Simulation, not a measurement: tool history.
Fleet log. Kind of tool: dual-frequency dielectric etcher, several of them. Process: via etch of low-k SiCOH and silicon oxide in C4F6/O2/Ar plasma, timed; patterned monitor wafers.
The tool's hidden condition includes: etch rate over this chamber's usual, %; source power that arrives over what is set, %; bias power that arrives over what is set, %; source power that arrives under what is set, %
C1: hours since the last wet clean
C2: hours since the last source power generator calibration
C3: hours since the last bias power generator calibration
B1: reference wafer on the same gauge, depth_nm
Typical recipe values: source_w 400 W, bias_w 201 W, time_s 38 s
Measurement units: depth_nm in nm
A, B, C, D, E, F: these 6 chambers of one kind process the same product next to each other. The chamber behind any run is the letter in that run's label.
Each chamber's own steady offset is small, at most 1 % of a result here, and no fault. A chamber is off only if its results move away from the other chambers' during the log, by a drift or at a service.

{"run": "1F", "day": 0.275, "source_w": 400, "bias_w": 201, "time_s": 38, "C1": 82.4, "C2": 333.6, "C3": 3928.5, "B1": 87.934, "depth_nm": 92.507}
{"run": "2C", "day": 0.596, "source_w": 400, "bias_w": 201, "time_s": 38, "C1": 192, "C2": 556, "C3": 368, "B1": 87.931, "depth_nm": 93.516}
{"run": "3E", "day": 0.842, "source_w": 400, "bias_w": 201, "time_s": 38, "C1": 326.8, "C2": 1694, "C3": 3811.9, "B1": 87.911, "depth_nm": 93.381}
{"run": "4D", "day": 1.088, "source_w": 400, "bias_w": 201, "time_s": 38, "C1": 356.3, "C2": 1481.5, "C3": 2320.7, "B1": 87.945, "depth_nm": 92.359}
{"run": "5B", "day": 1.417, "source_w": 460, "bias_w": 201, "time_s": 48.5, "C1": 284.1, "C2": 905.6, "C3": 3237.3, "B1": 87.931, "depth_nm": 125.56}
{"day": 1.588, "done": "chamber A: source power generator calibrated"}
{"run": "6A", "day": 1.8, "source_w": 460, "bias_w": 201, "time_s": 48.5, "C1": 527.8, "C2": 5.2, "C3": 383.5, "B1": 87.963, "depth_nm": 125.62}
{"run": "7D", "day": 2.083, "source_w": 460, "bias_w": 201, "time_s": 48.5, "C1": 380.2, "C2": 1505.4, "C3": 2344.6, "B1": 87.962, "depth_nm": 124.64}
{"run": "8F", "day": 2.296, "source_w": 460, "bias_w": 201, "time_s": 48.5, "C1": 130.9, "C2": 382.1, "C3": 3977, "B1": 87.967, "depth_nm": 125.09}
{"run": "9B", "day": 2.558, "source_w": 460, "bias_w": 201, "time_s": 48.5, "C1": 311.5, "C2": 933, "C3": 3264.7, "B1": 87.995, "depth_nm": 125.4}
{"run": "10E", "day": 2.796, "source_w": 460, "bias_w": 201, "time_s": 48.5, "C1": 373.7, "C2": 1740.9, "C3": 3858.8, "B1": 88.001, "depth_nm": 126}
{"run": "11A", "day": 3.017, "source_w": 400, "bias_w": 201, "time_s": 38, "C1": 557, "C2": 34.4, "C3": 412.7, "B1": 88.018, "depth_nm": 93.278}
{"run": "12C", "day": 3.292, "source_w": 400, "bias_w": 201, "time_s": 38, "C1": 256.7, "C2": 620.7, "C3": 432.7, "B1": 88.021, "depth_nm": 93.633}
{"day": 3.317, "done": "chamber A: wet clean of the chamber"}
{"run": "13B", "day": 3.512, "source_w": 400, "bias_w": 201, "time_s": 38, "C1": 334.4, "C2": 955.9, "C3": 3287.6, "B1": 88.032, "depth_nm": 93.013}
{"run": "14C", "day": 3.683, "source_w": 400, "bias_w": 201, "time_s": 38, "C1": 266.1, "C2": 630.1, "C3": 442.1, "B1": 88.051, "depth_nm": 93.799}
{"run": "15E", "day": 3.983, "source_w": 400, "bias_w": 201, "time_s": 38, "C1": 402.2, "C2": 1769.4, "C3": 3887.3, "B1": 88.053, "depth_nm": 93.526}
{"run": "16D", "day": 4.267, "source_w": 400, "bias_w": 201, "time_s": 38, "C1": 432.6, "C2": 1557.8, "C3": 2397, "B1": 88.056, "depth_nm": 92.505}
{"run": "17F", "day": 4.438, "source_w": 400, "bias_w": 201, "time_s": 29.5, "C1": 182.3, "C2": 433.5, "C3": 4028.4, "B1": 88.076, "depth_nm": 72.015}
{"run": "18A", "day": 4.683, "source_w": 400, "bias_w": 201, "time_s": 29.5, "C1": 32.8, "C2": 74.4, "C3": 452.7, "B1": 88.09, "depth_nm": 72.434}
{"run": "19D", "day": 5.017, "source_w": 400, "bias_w": 201, "time_s": 29.5, "C1": 450.6, "C2": 1575.8, "C3": 2415, "B1": 88.103, "depth_nm": 71.646}
{"run": "20F", "day": 5.25, "source_w": 400, "bias_w": 201, "time_s": 29.5, "C1": 201.8, "C2": 453, "C3": 4047.9, "B1": 88.105, "depth_nm": 71.894}
{"run": "21C", "day": 5.575, "source_w": 400, "bias_w": 201, "time_s": 29.5, "C1": 311.5, "C2": 675.5, "C3": 487.5, "B1": 88.111, "depth_nm": 72.736}
{"run": "22B", "day": 5.825, "source_w": 400, "bias_w": 201, "time_s": 29.5, "C1": 389.9, "C2": 1011.4, "C3": 3343.1, "B1": 88.117, "depth_nm": 72.253}
{"run": "23A", "day": 6.029, "source_w": 400, "bias_w": 201, "time_s": 38, "C1": 65.1, "C2": 106.7, "C3": 485, "B1": 88.1, "depth_nm": 93.482}
{"run": "24E", "day": 6.404, "source_w": 400, "bias_w": 201, "time_s": 38, "C1": 460.3, "C2": 1827.5, "C3": 3945.4, "B1": 88.124, "depth_nm": 93.812}
{"run": "25B", "day": 6.667, "source_w": 400, "bias_w": 201, "time_s": 38, "C1": 410.1, "C2": 1031.6, "C3": 3363.3, "B1": 88.123, "depth_nm": 93.373}
{"run": "26A", "day": 6.888, "source_w": 400, "bias_w": 201, "time_s": 38, "C1": 85.7, "C2": 127.3, "C3": 505.6, "B1": 88.12, "depth_nm": 93.487}
{"day": 7.054, "done": "chamber C: wet clean of the chamber"}
{"run": "27E", "day": 7.208, "source_w": 400, "bias_w": 201, "time_s": 38, "C1": 479.6, "C2": 1846.8, "C3": 3964.7, "B1": 88.164, "depth_nm": 93.679}
{"run": "28D", "day": 7.408, "source_w": 400, "bias_w": 201, "time_s": 38, "C1": 508, "C2": 1633.2, "C3": 2472.4, "B1": 88.168, "depth_nm": 92.627}
{"run": "29F", "day": 7.675, "source_w": 400, "bias_w": 201, "time_s": 42, "C1": 260, "C2": 511.2, "C3": 4106.1, "B1": 88.183, "depth_nm": 102.63}
{"run": "30C", "day": 7.888, "source_w": 400, "bias_w": 201, "time_s": 42, "C1": 20.1, "C2": 731, "C3": 543, "B1": 88.195, "depth_nm": 103.92}
{"run": "31F", "day": 8.238, "source_w": 400, "bias_w": 201, "time_s": 42, "C1": 273.5, "C2": 524.7, "C3": 4119.6, "B1": 88.212, "depth_nm": 102.72}
{"run": "32C", "day": 8.546, "source_w": 400, "bias_w": 201, "time_s": 42, "C1": 35.9, "C2": 746.8, "C3": 558.8, "B1": 88.233, "depth_nm": 103.68}
{"run": "33B", "day": 8.746, "source_w": 400, "bias_w": 201, "time_s": 42, "C1": 460, "C2": 1081.5, "C3": 3413.2, "B1": 88.247, "depth_nm": 102.98}
{"run": "34E", "day": 9.108, "source_w": 400, "bias_w": 201, "time_s": 42, "C1": 525.2, "C2": 1892.4, "C3": 4010.3, "B1": 88.244, "depth_nm": 103.66}
{"run": "35A", "day": 9.496, "source_w": 400, "bias_w": 201, "time_s": 38, "C1": 148.3, "C2": 189.9, "C3": 568.2, "B1": 88.254, "depth_nm": 93.621}
{"run": "36D", "day": 9.704, "source_w": 400, "bias_w": 201, "time_s": 38, "C1": 563.1, "C2": 1688.3, "C3": 2527.5, "B1": 88.274, "depth_nm": 92.67}
{"run": "37B", "day": 9.979, "source_w": 400, "bias_w": 201, "time_s": 38, "C1": 489.6, "C2": 1111.1, "C3": 3442.8, "B1": 88.28, "depth_nm": 93.344}
{"run": "38E", "day": 10.162, "source_w": 400, "bias_w": 201, "time_s": 38, "C1": 550.5, "C2": 1917.7, "C3": 4035.6, "B1": 88.259, "depth_nm": 93.732}
{"run": "39C", "day": 10.388, "source_w": 400, "bias_w": 201, "time_s": 38, "C1": 80.1, "C2": 791, "C3": 603, "B1": 88.286, "depth_nm": 94.055}
{"run": "40F", "day": 10.562, "source_w": 400, "bias_w": 201, "time_s": 38, "C1": 329.3, "C2": 580.5, "C3": 4175.4, "B1": 88.284, "depth_nm": 93.044}
{"run": "41A", "day": 10.875, "source_w": 310, "bias_w": 155, "time_s": 38, "C1": 181.4, "C2": 223, "C3": 601.3, "B1": 88.294, "depth_nm": 78.35}

Read the log: is a single chamber off, either drifting away or since a service, is the gauge that measures every chamber drifting, or is nothing wrong beyond small per-chamber offsets? Name any odd chamber and what most likely caused it.

The gauge drifts, so all chambers seem to drift together. No chamber is off.
Likeliest cause: gauge reads high (%) = 0.472.

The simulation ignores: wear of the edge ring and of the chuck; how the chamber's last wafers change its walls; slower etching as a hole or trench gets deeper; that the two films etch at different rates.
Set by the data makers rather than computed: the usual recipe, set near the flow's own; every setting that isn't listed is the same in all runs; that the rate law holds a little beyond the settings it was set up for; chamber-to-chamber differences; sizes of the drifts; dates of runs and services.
